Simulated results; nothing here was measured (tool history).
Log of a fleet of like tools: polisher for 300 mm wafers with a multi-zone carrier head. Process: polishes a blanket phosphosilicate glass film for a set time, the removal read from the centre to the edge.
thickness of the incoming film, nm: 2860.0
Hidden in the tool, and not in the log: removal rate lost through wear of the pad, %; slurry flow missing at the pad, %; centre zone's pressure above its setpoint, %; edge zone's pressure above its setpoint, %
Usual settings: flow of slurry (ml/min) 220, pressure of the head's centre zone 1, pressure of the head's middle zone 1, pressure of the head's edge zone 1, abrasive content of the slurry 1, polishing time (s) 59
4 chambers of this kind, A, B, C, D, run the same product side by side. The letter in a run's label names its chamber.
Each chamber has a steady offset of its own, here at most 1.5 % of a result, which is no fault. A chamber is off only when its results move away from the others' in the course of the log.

| run | hour | flow of slurry (ml/min) | pressure of the head's centre zone | pressure of the head's middle zone | pressure of the head's edge zone | abrasive content of the slurry | polishing time (s) | wafers polished on this pad | hours since the slurry nozzle was cleaned | hours since the centre zone pressure was calibrated | hours since the edge zone pressure was calibrated | film removed at the wafer's centre (nm) | film removed at mid-radius (nm) | film removed at the wafer's edge (nm) |
|---|---|---|---|---|---|---|---|---|---|---|---|---|---|---|
|  | 2.6 | chamber B: worn pad replaced by a new one |
| 1A | 4.9 | 220 | 1 | 1 | 1 | 1 | 59 | 221 | 155.2 | 8.2 | 342.6 | 582.9 | 583.83 | 573.62 |
| 2D | 10.7 | 220 | 1 | 1 | 1 | 1 | 59 | 748 | 132.2 | 99.7 | 235 | 576.41 | 569.04 | 575.39 |
| 3B | 15.2 | 220 | 1 | 1 | 1 | 1 | 59 | 92 | 437.8 | 23.3 | 456.4 | 571.81 | 580.32 | 576.53 |
| 4C | 21 | 220 | 1 | 1 | 1 | 1 | 59 | 348 | 303.2 | 214 | 414.7 | 583.94 | 600.96 | 582.11 |
| 5D | 24.6 | 220 | 1 | 1 | 1 | 1 | 59 | 850 | 146.1 | 113.6 | 248.9 | 577.93 | 578.29 | 565.83 |
|  | 25.1 | chamber D: worn pad replaced by a new one |
| 6A | 30.1 | 220 | 1 | 1.04 | 1 | 1 | 59 | 406 | 180.4 | 33.4 | 367.8 | 587.67 | 599.58 | 583.68 |
| 7B | 34.6 | 220 | 1 | 1.04 | 1 | 1 | 59 | 235 | 457.2 | 42.7 | 475.8 | 575.48 | 592.38 | 592.45 |
| 8C | 39.3 | 220 | 1 | 1.04 | 1 | 1 | 59 | 483 | 321.5 | 232.3 | 433 | 578.04 | 600.31 | 579.84 |
| 9D | 45.4 | 220 | 1 | 1.04 | 1 | 1 | 59 | 149 | 166.9 | 134.4 | 269.7 | 588.99 | 604.9 | 568.97 |
| 10C | 51.8 | 220 | 1 | 1 | 1 | 1 | 59 | 574 | 334 | 244.8 | 445.5 | 576.79 | 570.57 | 580.78 |
|  | 56.4 | chamber A: slurry nozzle cleaned |
| 11A | 58 | 220 | 1 | 1 | 1 | 1 | 59 | 611 | 1.7 | 61.3 | 395.7 | 576.67 | 582.1 | 594.42 |
| 12B | 63 | 220 | 1 | 1 | 1 | 1 | 59 | 443 | 485.6 | 71.1 | 504.2 | 580.93 | 585.45 | 586.86 |
| 13B | 69.4 | 220 | 1 | 1 | 1 | 1 | 59 | 490 | 492 | 77.5 | 510.6 | 581.09 | 584.48 | 576.62 |
| 14C | 76.2 | 220 | 1 | 1 | 1 | 1 | 59 | 754 | 358.4 | 269.2 | 469.9 | 581.27 | 580.89 | 581.59 |
| 15D | 79.9 | 220 | 1 | 1 | 1 | 1 | 59 | 403 | 201.4 | 168.9 | 304.2 | 577.35 | 584.35 | 578.03 |
| 16A | 83.8 | 220 | 1 | 1 | 1 | 1 | 59 | 800 | 27.5 | 87.1 | 421.5 | 573.02 | 580.32 | 587.76 |
| 17A | 90.3 | 220 | 1 | 1 | 1 | 1 | 59 | 848 | 34 | 93.6 | 428 | 582.55 | 569.42 | 579.48 |
| 18C | 97.1 | 220 | 1 | 1 | 1 | 1 | 59 | 907 | 379.3 | 290.1 | 490.8 | 586.66 | 586.48 | 579.76 |
| 19B | 101.9 | 220 | 1 | 1 | 1 | 1 | 59 | 729 | 524.5 | 110 | 543.1 | 582.09 | 579.87 | 589.21 |
|  | 102.2 | chamber C: worn pad replaced by a new one |
|  | 107.2 | chamber B: worn pad replaced by a new one |
| 20D | 107.2 | 220 | 1 | 1 | 1 | 1 | 59 | 603 | 228.7 | 196.2 | 331.5 | 573.96 | 601.32 | 581.87 |
| 21C | 111.5 | 220 | 0.95 | 1 | 1 | 1 | 74 | 69 | 393.7 | 304.5 | 505.2 | 688.94 | 710.76 | 726.54 |
| 22A | 115.6 | 220 | 0.95 | 1 | 1 | 1 | 74 | 1034 | 59.3 | 118.9 | 453.3 | 708.67 | 723.81 | 741.04 |
|  | 119.7 | chamber C: slurry nozzle cleaned |
| 23D | 120.7 | 220 | 0.95 | 1 | 1 | 1 | 74 | 702 | 242.2 | 209.7 | 345 | 688.9 | 750.57 | 727.17 |
|  | 124.7 | chamber B: edge zone pressure recalibrated |
| 24B | 127 | 220 | 0.95 | 1 | 1 | 1 | 74 | 145 | 549.6 | 135.1 | 2.3 | 691.16 | 729.65 | 722.26 |
|  | 127.1 | chamber A: worn pad replaced by a new one |
| 25A | 133.8 | 220 | 1 | 1 | 1 | 1 | 59 | 49 | 77.5 | 137.1 | 471.5 | 580.2 | 576.01 | 576.84 |
| 26C | 137.4 | 220 | 1 | 1 | 1 | 1 | 59 | 259 | 17.8 | 330.4 | 531.1 | 582.48 | 572.73 | 583.91 |
| 27D | 142.2 | 220 | 1 | 1 | 1 | 1 | 59 | 860 | 263.7 | 231.2 | 366.5 | 585.45 | 589.19 | 567.44 |
| 28B | 148.4 | 220 | 1 | 1 | 1 | 1 | 59 | 303 | 571 | 156.5 | 23.7 | 585.1 | 586.72 | 588.42 |
| 29D | 152.2 | 220 | 1 | 1 | 1 | 1 | 59 | 934 | 273.7 | 241.2 | 376.5 | 586.98 | 586.95 | 575.92 |
| 30A | 155.3 | 220 | 1 | 1 | 1 | 0.9 | 59 | 207 | 99 | 158.6 | 493 | 566.13 | 556.72 | 554.64 |
| 31B | 159.5 | 220 | 1 | 1 | 1 | 0.9 | 59 | 384 | 582.1 | 167.6 | 34.8 | 554.61 | 548.8 | 552.66 |
| 32C | 163.5 | 220 | 1 | 1 | 1 | 0.9 | 59 | 450 | 43.9 | 356.5 | 557.2 | 551.02 | 548.68 | 563.73 |

What goes on in this fleet: one chamber off, a drifting gauge, or nothing beyond the chambers' own small offsets? Name the chamber and the cause, if any.

No chamber stands off beyond its own small offset, and the gauge holds steady.

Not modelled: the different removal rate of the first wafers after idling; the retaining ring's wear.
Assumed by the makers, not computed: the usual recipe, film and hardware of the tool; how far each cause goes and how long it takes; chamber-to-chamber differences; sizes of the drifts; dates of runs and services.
